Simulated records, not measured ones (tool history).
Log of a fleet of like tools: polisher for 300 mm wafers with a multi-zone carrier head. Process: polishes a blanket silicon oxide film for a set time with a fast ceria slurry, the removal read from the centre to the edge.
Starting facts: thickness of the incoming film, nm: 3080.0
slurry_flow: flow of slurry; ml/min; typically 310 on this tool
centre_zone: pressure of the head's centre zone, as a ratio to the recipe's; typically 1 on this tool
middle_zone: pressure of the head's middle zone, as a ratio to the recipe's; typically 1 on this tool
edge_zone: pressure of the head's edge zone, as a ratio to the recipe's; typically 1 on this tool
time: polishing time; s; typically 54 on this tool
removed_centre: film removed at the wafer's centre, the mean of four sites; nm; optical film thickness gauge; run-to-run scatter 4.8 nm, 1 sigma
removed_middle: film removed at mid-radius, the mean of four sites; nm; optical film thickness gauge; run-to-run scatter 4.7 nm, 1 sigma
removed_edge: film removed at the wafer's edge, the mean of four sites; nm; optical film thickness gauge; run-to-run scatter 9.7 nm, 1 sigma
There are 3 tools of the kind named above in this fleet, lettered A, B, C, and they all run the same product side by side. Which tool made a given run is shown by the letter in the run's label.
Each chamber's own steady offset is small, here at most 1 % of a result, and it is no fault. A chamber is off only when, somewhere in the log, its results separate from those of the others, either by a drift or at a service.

{"day": 0.192, "done": "chamber C: worn pad replaced by a new one"}
{"run": "1C", "day": 0.271, "slurry_flow": 310, "centre_zone": 1, "middle_zone": 1, "edge_zone": 1, "time": 54, "removed_centre": 711.14, "removed_middle": 705.98, "removed_edge": 702.14}
{"day": 0.529, "done": "chamber B: worn pad replaced by a new one"}
{"run": "2B", "day": 0.529, "slurry_flow": 310, "centre_zone": 1, "middle_zone": 1, "edge_zone": 1, "time": 54, "removed_centre": 708.37, "removed_middle": 703.68, "removed_edge": 712.79}
{"day": 0.725, "done": "chamber A: worn pad replaced by a new one"}
{"run": "3A", "day": 0.85, "slurry_flow": 310, "centre_zone": 1, "middle_zone": 1, "edge_zone": 1, "time": 54, "removed_centre": 711.98, "removed_middle": 708.76, "removed_edge": 708.9}
{"day": 0.933, "done": "chamber B: slurry nozzle cleaned"}
{"run": "4C", "day": 1.117, "slurry_flow": 310, "centre_zone": 1, "middle_zone": 1, "edge_zone": 1, "time": 54, "removed_centre": 714.69, "removed_middle": 709.01, "removed_edge": 728.74}
{"run": "5B", "day": 1.408, "slurry_flow": 310, "centre_zone": 1, "middle_zone": 1, "edge_zone": 1, "time": 54, "removed_centre": 703.27, "removed_middle": 699.65, "removed_edge": 706.92}
{"run": "6A", "day": 1.758, "slurry_flow": 310, "centre_zone": 1, "middle_zone": 1, "edge_zone": 1, "time": 54, "removed_centre": 708.07, "removed_middle": 717.49, "removed_edge": 707.11}
{"run": "7A", "day": 1.996, "slurry_flow": 310, "centre_zone": 1, "middle_zone": 1, "edge_zone": 1, "time": 54, "removed_centre": 706.75, "removed_middle": 717.91, "removed_edge": 695.94}
{"run": "8B", "day": 2.371, "slurry_flow": 310, "centre_zone": 1, "middle_zone": 1, "edge_zone": 1, "time": 54, "removed_centre": 701.17, "removed_middle": 695.33, "removed_edge": 714.31}
{"run": "9C", "day": 2.675, "slurry_flow": 310, "centre_zone": 1, "middle_zone": 1, "edge_zone": 1, "time": 54, "removed_centre": 707.43, "removed_middle": 709.02, "removed_edge": 713.2}
{"run": "10C", "day": 3.033, "slurry_flow": 355, "centre_zone": 1, "middle_zone": 1, "edge_zone": 1, "time": 54, "removed_centre": 716.69, "removed_middle": 721.93, "removed_edge": 716.29}
{"day": 3.217, "done": "chamber A: slurry nozzle cleaned"}
{"run": "11A", "day": 3.392, "slurry_flow": 355, "centre_zone": 1, "middle_zone": 1, "edge_zone": 1, "time": 54, "removed_centre": 718.4, "removed_middle": 720.35, "removed_edge": 712.38}
{"day": 3.629, "done": "chamber A: edge zone pressure recalibrated"}
{"run": "12B", "day": 3.696, "slurry_flow": 355, "centre_zone": 1, "middle_zone": 1, "edge_zone": 1, "time": 54, "removed_centre": 711.97, "removed_middle": 714.72, "removed_edge": 712.67}
{"run": "13B", "day": 3.929, "slurry_flow": 310, "centre_zone": 1, "middle_zone": 1, "edge_zone": 1, "time": 54, "removed_centre": 701.69, "removed_middle": 697.75, "removed_edge": 698.7}
{"run": "14C", "day": 4.271, "slurry_flow": 310, "centre_zone": 1, "middle_zone": 1, "edge_zone": 1, "time": 54, "removed_centre": 714.85, "removed_middle": 707.12, "removed_edge": 718.97}
{"run": "15A", "day": 4.5, "slurry_flow": 310, "centre_zone": 1, "middle_zone": 1, "edge_zone": 1, "time": 54, "removed_centre": 712.18, "removed_middle": 708.17, "removed_edge": 689.06}
{"day": 4.612, "done": "chamber A: worn pad replaced by a new one"}
{"run": "16B", "day": 4.733, "slurry_flow": 310, "centre_zone": 1, "middle_zone": 1, "edge_zone": 1, "time": 54, "removed_centre": 699.17, "removed_middle": 701.72, "removed_edge": 697.11}
{"run": "17C", "day": 4.983, "slurry_flow": 310, "centre_zone": 1, "middle_zone": 1, "edge_zone": 1, "time": 54, "removed_centre": 712.19, "removed_middle": 712.56, "removed_edge": 713.02}
{"run": "18A", "day": 5.321, "slurry_flow": 310, "centre_zone": 1, "middle_zone": 1, "edge_zone": 1, "time": 54, "removed_centre": 702.98, "removed_middle": 714.31, "removed_edge": 706.68}
{"run": "19A", "day": 5.612, "slurry_flow": 310, "centre_zone": 1, "middle_zone": 1, "edge_zone": 1, "time": 54, "removed_centre": 703.19, "removed_middle": 711.01, "removed_edge": 713.74}
{"run": "20B", "day": 5.975, "slurry_flow": 310, "centre_zone": 1, "middle_zone": 1, "edge_zone": 1, "time": 54, "removed_centre": 703.05, "removed_middle": 695.33, "removed_edge": 707.65}
{"run": "21C", "day": 6.3, "slurry_flow": 310, "centre_zone": 1, "middle_zone": 1, "edge_zone": 1, "time": 54, "removed_centre": 708.69, "removed_middle": 702.9, "removed_edge": 717.12}
{"run": "22B", "day": 6.667, "slurry_flow": 310, "centre_zone": 1, "middle_zone": 1, "edge_zone": 1, "time": 47, "removed_centre": 612.89, "removed_middle": 605.41, "removed_edge": 617.15}
{"run": "23A", "day": 7.008, "slurry_flow": 310, "centre_zone": 1, "middle_zone": 1, "edge_zone": 1, "time": 47, "removed_centre": 592.54, "removed_middle": 618.77, "removed_edge": 593.75}
{"run": "24C", "day": 7.367, "slurry_flow": 310, "centre_zone": 1, "middle_zone": 1, "edge_zone": 1, "time": 47, "removed_centre": 615.41, "removed_middle": 614.57, "removed_edge": 621.58}
{"day": 7.546, "done": "chamber B: worn pad replaced by a new one"}
{"run": "25C", "day": 7.546, "slurry_flow": 310, "centre_zone": 1, "middle_zone": 1, "edge_zone": 1, "time": 54, "removed_centre": 703.61, "removed_middle": 706.04, "removed_edge": 721.99}
{"day": 7.675, "done": "chamber C: worn pad replaced by a new one"}
{"run": "26B", "day": 7.829, "slurry_flow": 310, "centre_zone": 1, "middle_zone": 1, "edge_zone": 1, "time": 54, "removed_centre": 705.37, "removed_middle": 709.63, "removed_edge": 725.8}
{"day": 8.033, "done": "chamber C: centre zone pressure recalibrated"}
{"run": "27A", "day": 8.104, "slurry_flow": 310, "centre_zone": 1, "middle_zone": 1, "edge_zone": 1, "time": 54, "removed_centre": 670.1, "removed_middle": 705.76, "removed_edge": 720.02}
{"day": 8.283, "done": "chamber A: worn pad replaced by a new one"}
{"run": "28A", "day": 8.308, "slurry_flow": 310, "centre_zone": 1, "middle_zone": 1, "edge_zone": 1, "time": 54, "removed_centre": 665.83, "removed_middle": 715.24, "removed_edge": 698.62}
{"run": "29C", "day": 8.667, "slurry_flow": 310, "centre_zone": 1, "middle_zone": 1, "edge_zone": 1, "time": 54, "removed_centre": 717.67, "removed_middle": 711.2, "removed_edge": 724.38}
{"day": 8.871, "done": "chamber C: slurry nozzle cleaned"}
{"run": "30B", "day": 8.979, "slurry_flow": 230, "centre_zone": 1, "middle_zone": 1, "edge_zone": 1, "time": 54, "removed_centre": 677.64, "removed_middle": 679.83, "removed_edge": 691.14}
{"run": "31B", "day": 9.183, "slurry_flow": 230, "centre_zone": 1, "middle_zone": 1, "edge_zone": 1, "time": 54, "removed_centre": 681.09, "removed_middle": 681.47, "removed_edge": 720.02}
{"run": "32C", "day": 9.379, "slurry_flow": 230, "centre_zone": 1, "middle_zone": 1, "edge_zone": 1, "time": 54, "removed_centre": 685.67, "removed_middle": 677.73, "removed_edge": 697.4}
{"run": "33A", "day": 9.742, "slurry_flow": 310, "centre_zone": 1, "middle_zone": 1, "edge_zone": 1, "time": 54, "removed_centre": 646.77, "removed_middle": 719.3, "removed_edge": 719.28}

Does one chamber stand apart from the rest, does the shared gauge drift, or is all well apart from small per-chamber offsets? Give the chamber and the most likely cause, where there is one.

Little by little, chamber A moves away from the other chambers.
Most likely cause: centre zone's pressure below its setpoint, % = 8.39.

Below are 4 candidate recipes for chamber A's next run, each the usual settings with a change, their results shown as question marks. Which of them brings A's results back in line with what the other chambers give on the usual settings?
A result is in line if it is within this distance of the other chambers' mean on the usual settings: removed_centre 17.00 nm; removed_middle 16.00 nm; removed_edge 34.00 nm
{"run": "34A-1", "day": 10.025, "slurry_flow": 315, "centre_zone": 1.07, "middle_zone": 0.97, "edge_zone": 0.98, "time": 55, "removed_centre": "?", "removed_middle": "?", "removed_edge": "?"}
{"run": "34A-2", "day": 10.025, "slurry_flow": 305, "centre_zone": 0.93, "middle_zone": 1.03, "edge_zone": 1.02, "time": 53, "removed_centre": "?", "removed_middle": "?", "removed_edge": "?"}
{"run": "34A-3", "day": 10.025, "slurry_flow": 310, "centre_zone": 0.97, "middle_zone": 1.01, "edge_zone": 1.01, "time": 54, "removed_centre": "?", "removed_middle": "?", "removed_edge": "?"}
{"run": "34A-4", "day": 10.025, "slurry_flow": 310, "centre_zone": 1.03, "middle_zone": 0.99, "edge_zone": 0.99, "time": 54, "removed_centre": "?", "removed_middle": "?", "removed_edge": "?"}

The other chambers' mean on the usual settings: removed_centre 706.96 nm; removed_middle 704.78 nm; removed_edge 712.87 nm
run=34A-1 removed_centre=707.91 removed_middle=704.71 removed_edge=711.26
run=34A-2 removed_centre=581.74 removed_middle=716.25 removed_edge=697.61
run=34A-3 removed_centre=622.34 removed_middle=717.56 removed_edge=708.14
run=34A-4 removed_centre=665.30 removed_middle=704.18 removed_edge=701.01
34A-1 brings the chamber back in line.
